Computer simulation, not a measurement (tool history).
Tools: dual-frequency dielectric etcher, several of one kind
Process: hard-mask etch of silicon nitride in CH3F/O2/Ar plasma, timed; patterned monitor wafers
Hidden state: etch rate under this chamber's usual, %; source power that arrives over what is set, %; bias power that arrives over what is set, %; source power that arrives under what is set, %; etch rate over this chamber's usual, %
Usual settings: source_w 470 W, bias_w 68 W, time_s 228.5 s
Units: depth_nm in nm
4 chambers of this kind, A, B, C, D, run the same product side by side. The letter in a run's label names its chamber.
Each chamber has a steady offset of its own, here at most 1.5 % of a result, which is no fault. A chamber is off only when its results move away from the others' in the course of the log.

run,hour,source_w,bias_w,time_s,hours since the last wet clean,hours since the last source power generator calibration,hours since the last bias power generator calibration,"read-back reference wafer on the same gauge, depth_nm",depth_nm
1C,4.7,470,68,228.5,294.8,4439.9,4703.4,185.95,166.75
2A,9.5,470,68,228.5,91.1,1196.1,2480.1,185.97,165.05
3D,17.3,470,68,228.5,348.0,311.9,1601.0,186.01,166.95
4B,25.1,470,68,228.5,269.3,2177.6,3346.2,186.28,163.81
5C,29.1,470,68,228.5,319.2,4464.3,4727.8,185.75,169.43
# hour 31.4: chamber C: bias power generator calibrated
6D,33.2,470,68,228.5,363.9,327.8,1616.9,185.88,166.67
7B,40.7,470,68,228.5,284.9,2193.2,3361.8,186.16,164.24
8A,47.6,470,68,228.5,129.2,1234.2,2518.2,185.95,166.01
9A,51.3,410,68,228.5,132.9,1237.9,2521.9,186.09,157.03
10C,55.5,410,68,228.5,345.6,4490.7,24.1,186.10,159.99
11D,59.6,410,68,228.5,390.3,354.2,1643.3,185.86,158.92
12B,63.6,410,68,228.5,307.8,2216.1,3384.7,186.22,155.52
# hour 66.4: chamber D: wet clean of the chamber
13B,71.3,470,68,228.5,315.5,2223.8,3392.4,185.99,165.87
14C,78.0,470,68,228.5,368.1,4513.2,46.6,186.08,167.99
# hour 80.1: chamber B: wet clean of the chamber
15A,83.2,470,68,228.5,164.8,1269.8,2553.8,185.78,166.39
16D,88.7,580,68,281.0,22.3,383.3,1672.4,186.13,219.98
17B,95.5,580,68,281.0,15.4,2248.0,3416.6,186.08,209.75
18A,100.2,580,68,281.0,181.8,1286.8,2570.8,186.12,223.70
19C,104.3,580,68,281.0,394.4,4539.5,72.9,186.11,223.00
20D,112.0,470,68,228.5,45.6,406.6,1695.7,186.18,166.71
# hour 115.0: chamber C: wet clean of the chamber
21C,115.4,470,68,228.5,0.5,4550.6,84.0,185.94,165.37
22B,119.9,470,68,228.5,39.8,2272.4,3441.0,185.96,157.69
23D,123.6,470,68,228.5,57.2,418.2,1707.3,186.03,166.11
24A,128.1,510,68,228.5,209.7,1314.7,2598.7,186.06,172.09
25B,135.0,510,68,228.5,54.9,2287.5,3456.1,185.90,161.12
26C,138.8,510,68,228.5,23.9,4574.0,107.4,185.96,173.95
27A,143.0,510,68,228.5,224.6,1329.6,2613.6,186.04,170.25
28D,149.5,470,56,228.5,83.1,444.1,1733.2,186.24,156.75
29C,155.3,470,56,228.5,40.4,4590.5,123.9,185.97,158.26
30A,160.8,470,56,228.5,242.4,1347.4,2631.4,185.99,154.08
31B,167.8,470,56,228.5,87.7,2320.3,3488.9,186.18,148.03
32D,173.9,470,68,228.5,107.5,468.5,1757.6,186.05,165.55
33A,178.8,470,68,228.5,260.4,1365.4,2649.4,186.06,166.75
34C,182.6,470,68,228.5,67.7,4617.8,151.2,185.82,167.50
35B,189.3,470,68,228.5,109.2,2341.8,3510.4,185.97,154.59
36D,196.6,580,68,228.5,130.2,491.2,1780.3,185.89,181.57
37A,200.1,580,68,228.5,281.7,1386.7,2670.7,186.04,178.55
38D,205.4,580,68,228.5,139.0,500.0,1789.1,185.96,181.15
39C,209.0,580,68,228.5,94.1,4644.2,177.6,185.78,180.90

All 4 chambers run these settings next. Forecast each chamber's results:
40A,214.6,470,68,228.5,,,,,?
40B,214.6,470,68,228.5,,,,,?
40C,214.6,470,68,228.5,,,,,?
40D,214.6,470,68,228.5,,,,,?

run,depth_nm
40A,166.67
40B,157.12
40C,168.28
40D,166.05
